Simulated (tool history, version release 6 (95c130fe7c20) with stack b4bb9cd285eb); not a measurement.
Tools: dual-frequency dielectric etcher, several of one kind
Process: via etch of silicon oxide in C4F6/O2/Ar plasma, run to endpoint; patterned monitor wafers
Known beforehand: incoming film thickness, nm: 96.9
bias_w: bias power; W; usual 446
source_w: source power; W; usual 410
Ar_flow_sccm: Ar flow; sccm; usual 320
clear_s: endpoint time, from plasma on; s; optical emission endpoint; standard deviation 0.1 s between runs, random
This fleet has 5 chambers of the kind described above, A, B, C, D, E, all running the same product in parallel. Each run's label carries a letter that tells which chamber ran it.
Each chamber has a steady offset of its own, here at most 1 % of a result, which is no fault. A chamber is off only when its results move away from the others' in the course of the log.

run 1C hour=11.6 | bias_w=446 source_w=410 Ar_flow_sccm=320 | clear_s=22.136
run 2D hour=25.3 | bias_w=446 source_w=410 Ar_flow_sccm=320 | clear_s=22.138
run 3E hour=35.3 | bias_w=446 source_w=410 Ar_flow_sccm=320 | clear_s=22.176
run 4A hour=46.3 | bias_w=446 source_w=410 Ar_flow_sccm=320 | clear_s=22.072
run 5B hour=54.9 | bias_w=446 source_w=410 Ar_flow_sccm=320 | clear_s=22.339
run 6C hour=69.2 | bias_w=446 source_w=410 Ar_flow_sccm=320 | clear_s=21.86
run 7E hour=80.4 | bias_w=446 source_w=490 Ar_flow_sccm=320 | clear_s=20.962
run 8A hour=92.6 | bias_w=446 source_w=490 Ar_flow_sccm=320 | clear_s=20.724
run 9B hour=104.3 | bias_w=446 source_w=490 Ar_flow_sccm=320 | clear_s=21.011
run 10D hour=115.9 | bias_w=446 source_w=490 Ar_flow_sccm=320 | clear_s=20.743
run 11B hour=130.5 | bias_w=446 source_w=490 Ar_flow_sccm=320 | clear_s=21.038
-- hour=135.6 chamber E: bias power generator calibrated
-- hour=139.9 chamber A: bias power generator calibrated
run 12D hour=141.1 | bias_w=446 source_w=350 Ar_flow_sccm=320 | clear_s=23.563
run 13E hour=149.7 | bias_w=446 source_w=350 Ar_flow_sccm=320 | clear_s=23.708
run 14A hour=158.9 | bias_w=446 source_w=350 Ar_flow_sccm=320 | clear_s=23.444
run 15C hour=173.2 | bias_w=446 source_w=350 Ar_flow_sccm=320 | clear_s=23.45
run 16B hour=188.6 | bias_w=446 source_w=350 Ar_flow_sccm=320 | clear_s=23.743
run 17D hour=197.5 | bias_w=446 source_w=410 Ar_flow_sccm=320 | clear_s=22.181
run 18C hour=207 | bias_w=446 source_w=410 Ar_flow_sccm=320 | clear_s=21.957
run 19A hour=213.9 | bias_w=446 source_w=410 Ar_flow_sccm=320 | clear_s=22.061
run 20E hour=224.7 | bias_w=446 source_w=410 Ar_flow_sccm=320 | clear_s=22.62
run 21E hour=232.3 | bias_w=446 source_w=380 Ar_flow_sccm=285 | clear_s=23.204
run 22C hour=247.2 | bias_w=446 source_w=380 Ar_flow_sccm=285 | clear_s=22.517
run 23A hour=256.8 | bias_w=446 source_w=380 Ar_flow_sccm=285 | clear_s=22.284
-- hour=262.6 chamber C: wet clean of the chamber
run 24B hour=266.8 | bias_w=446 source_w=380 Ar_flow_sccm=285 | clear_s=22.853
run 25D hour=273.9 | bias_w=446 source_w=380 Ar_flow_sccm=285 | clear_s=22.393
run 26B hour=281.1 | bias_w=446 source_w=410 Ar_flow_sccm=320 | clear_s=22.346
-- hour=293.5 chamber B: wet clean of the chamber
run 27E hour=294.7 | bias_w=446 source_w=410 Ar_flow_sccm=320 | clear_s=22.826
-- hour=303.3 chamber D: wet clean of the chamber
run 28D hour=306.2 | bias_w=446 source_w=410 Ar_flow_sccm=320 | clear_s=22.16
-- hour=310.6 chamber A: wet clean of the chamber
run 29A hour=319.6 | bias_w=446 source_w=410 Ar_flow_sccm=320 | clear_s=22.078
run 30C hour=331.6 | bias_w=446 source_w=410 Ar_flow_sccm=320 | clear_s=21.969
run 31E hour=342 | bias_w=446 source_w=410 Ar_flow_sccm=320 | clear_s=22.809
run 32A hour=356.2 | bias_w=446 source_w=410 Ar_flow_sccm=320 | clear_s=21.946
-- hour=364.3 chamber D: source power generator calibrated
run 33C hour=371.3 | bias_w=411 source_w=410 Ar_flow_sccm=320 | clear_s=22.75
run 34B hour=383.8 | bias_w=411 source_w=410 Ar_flow_sccm=320 | clear_s=23.115
run 35D hour=399.3 | bias_w=411 source_w=410 Ar_flow_sccm=320 | clear_s=22.918
run 36C hour=411.7 | bias_w=411 source_w=410 Ar_flow_sccm=320 | clear_s=22.557
run 37E hour=418.9 | bias_w=411 source_w=410 Ar_flow_sccm=320 | clear_s=23.975
run 38B hour=427.2 | bias_w=446 source_w=410 Ar_flow_sccm=320 | clear_s=22.579
run 39D hour=443 | bias_w=446 source_w=410 Ar_flow_sccm=320 | clear_s=22.232
run 40A hour=454 | bias_w=484 source_w=410 Ar_flow_sccm=276 | clear_s=21.035

Next, every chamber runs the same settings. What will each give?
run 41A hour=465.3 | bias_w=446 source_w=410 Ar_flow_sccm=398 | clear_s=?
run 41B hour=465.3 | bias_w=446 source_w=410 Ar_flow_sccm=398 | clear_s=?
run 41C hour=465.3 | bias_w=446 source_w=410 Ar_flow_sccm=398 | clear_s=?
run 41D hour=465.3 | bias_w=446 source_w=410 Ar_flow_sccm=398 | clear_s=?
run 41E hour=465.3 | bias_w=446 source_w=410 Ar_flow_sccm=398 | clear_s=?

run=41A clear_s=22.583
run=41B clear_s=22.955
run=41C clear_s=22.767
run=41D clear_s=22.924
run=41E clear_s=23.709
